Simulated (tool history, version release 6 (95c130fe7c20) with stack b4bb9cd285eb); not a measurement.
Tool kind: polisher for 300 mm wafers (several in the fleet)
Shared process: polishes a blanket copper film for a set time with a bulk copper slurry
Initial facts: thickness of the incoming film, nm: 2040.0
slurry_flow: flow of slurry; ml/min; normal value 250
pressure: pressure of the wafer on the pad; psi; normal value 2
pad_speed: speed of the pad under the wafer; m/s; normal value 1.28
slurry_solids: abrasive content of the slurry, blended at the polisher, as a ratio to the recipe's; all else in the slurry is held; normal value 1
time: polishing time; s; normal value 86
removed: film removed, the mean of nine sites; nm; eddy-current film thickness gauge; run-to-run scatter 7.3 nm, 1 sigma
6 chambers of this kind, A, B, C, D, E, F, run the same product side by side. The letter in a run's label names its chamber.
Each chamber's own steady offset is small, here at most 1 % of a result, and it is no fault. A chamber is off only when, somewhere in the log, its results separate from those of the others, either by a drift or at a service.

| run | day | slurry_flow | pressure | pad_speed | slurry_solids | time | removed |
|---|---|---|---|---|---|---|---|
| 1F | 0.288 | 250 | 2 | 1.28 | 1 | 86 | 611.54 |
|  | 0.342 | chamber C: slurry blender recalibrated |
| 2A | 0.579 | 250 | 2 | 1.28 | 1 | 86 | 617.92 |
| 3E | 0.875 | 250 | 2 | 1.28 | 1 | 86 | 622.75 |
|  | 0.929 | chamber B: slurry blender recalibrated |
|  | 1.042 | chamber E: slurry blender recalibrated |
| 4B | 1.204 | 250 | 2 | 1.28 | 1 | 86 | 623.53 |
| 5D | 1.542 | 210 | 2 | 0.98 | 1 | 86 | 456.15 |
| 6C | 1.775 | 210 | 2 | 0.98 | 1 | 86 | 468.67 |
| 7F | 2.038 | 210 | 2 | 0.98 | 1 | 86 | 460.37 |
|  | 2.117 | chamber E: slurry nozzle cleaned |
| 8B | 2.229 | 210 | 2 | 0.98 | 1 | 86 | 461.38 |
|  | 2.517 | chamber D: worn pad replaced by a new one |
| 9A | 2.529 | 210 | 2 | 0.98 | 1 | 86 | 465.17 |
|  | 2.65 | chamber C: worn pad replaced by a new one |
| 10D | 2.788 | 210 | 2 | 0.98 | 1 | 86 | 453.79 |
| 11E | 3.033 | 250 | 2 | 1.28 | 1 | 86 | 611.84 |
| 12C | 3.179 | 250 | 2.4 | 1.28 | 0.9 | 86 | 710.22 |
|  | 3.188 | chamber B: worn pad replaced by a new one |
| 13D | 3.35 | 250 | 2.4 | 1.28 | 0.9 | 86 | 718.85 |
|  | 3.475 | chamber A: worn pad replaced by a new one |
| 14E | 3.667 | 250 | 2.4 | 1.28 | 0.9 | 86 | 709.06 |
| 15C | 3.992 | 250 | 2.4 | 1.28 | 0.9 | 86 | 705.18 |
|  | 4.121 | chamber E: worn pad replaced by a new one |
| 16F | 4.296 | 250 | 2.4 | 1.28 | 0.9 | 86 | 726.88 |
|  | 4.467 | chamber D: slurry blender recalibrated |
| 17A | 4.517 | 250 | 2.4 | 1.28 | 0.9 | 86 | 739.73 |
|  | 4.675 | chamber A: slurry blender recalibrated |
| 18B | 4.829 | 250 | 2 | 1.28 | 1 | 86 | 617.36 |
|  | 5.117 | chamber A: head pressure recalibrated |
| 19A | 5.121 | 250 | 2 | 1.28 | 1 | 86 | 623.58 |
| 20B | 5.4 | 250 | 2 | 1.28 | 1 | 86 | 611.71 |
|  | 5.529 | chamber F: slurry nozzle cleaned |
| 21E | 5.571 | 250 | 2 | 1.28 | 1 | 86 | 612.28 |
| 22D | 5.821 | 250 | 2 | 1.28 | 1 | 86 | 613.21 |
| 23F | 5.979 | 250 | 2 | 1.28 | 1 | 86 | 585.11 |
| 24C | 6.167 | 250 | 2 | 1.28 | 1 | 86 | 624.37 |
|  | 6.217 | chamber D: worn pad replaced by a new one |
|  | 6.362 | chamber F: slurry blender recalibrated |
| 25D | 6.467 | 250 | 2 | 1.28 | 1 | 86 | 615.75 |
| 26F | 6.638 | 250 | 2 | 1.28 | 1 | 86 | 582.97 |
| 27C | 6.833 | 250 | 2.7 | 1.28 | 1 | 73 | 702.31 |
|  | 6.988 | chamber B: worn pad replaced by a new one |
| 28A | 7 | 250 | 2.7 | 1.28 | 1 | 73 | 704.02 |
| 29E | 7.233 | 250 | 2.7 | 1.28 | 1 | 73 | 703.58 |
| 30B | 7.483 | 250 | 2.7 | 1.28 | 1 | 73 | 703.8 |
|  | 7.567 | chamber A: worn pad replaced by a new one |
| 31A | 7.683 | 250 | 2.7 | 1.28 | 1 | 73 | 703.25 |
| 32F | 7.962 | 250 | 2.7 | 1.28 | 1 | 73 | 661.92 |
| 33B | 8.217 | 250 | 2 | 1.28 | 1 | 62 | 445.36 |
| 34D | 8.425 | 250 | 2 | 1.28 | 1 | 62 | 444.31 |
| 35E | 8.738 | 250 | 2 | 1.28 | 1 | 62 | 438.75 |
| 36C | 8.958 | 250 | 2 | 1.28 | 1 | 62 | 446.34 |
| 37B | 9.225 | 250 | 2 | 1.28 | 1 | 62 | 443.21 |
| 38E | 9.45 | 250 | 2 | 1.28 | 1 | 62 | 435.02 |

The same settings go to every chamber for the next run, one line per chamber below. Forecast the results for each:
| 39A | 9.692 | 250 | 2 | 1.28 | 1 | 86 | ? |
| 39B | 9.692 | 250 | 2 | 1.28 | 1 | 86 | ? |
| 39C | 9.692 | 250 | 2 | 1.28 | 1 | 86 | ? |
| 39D | 9.692 | 250 | 2 | 1.28 | 1 | 86 | ? |
| 39E | 9.692 | 250 | 2 | 1.28 | 1 | 86 | ? |
| 39F | 9.692 | 250 | 2 | 1.28 | 1 | 86 | ? |

| run | removed |
|---|---|
| 39A | 606.73 |
| 39B | 617.07 |
| 39C | 600.83 |
| 39D | 612.8 |
| 39E | 622.73 |
| 39F | 553.16 |
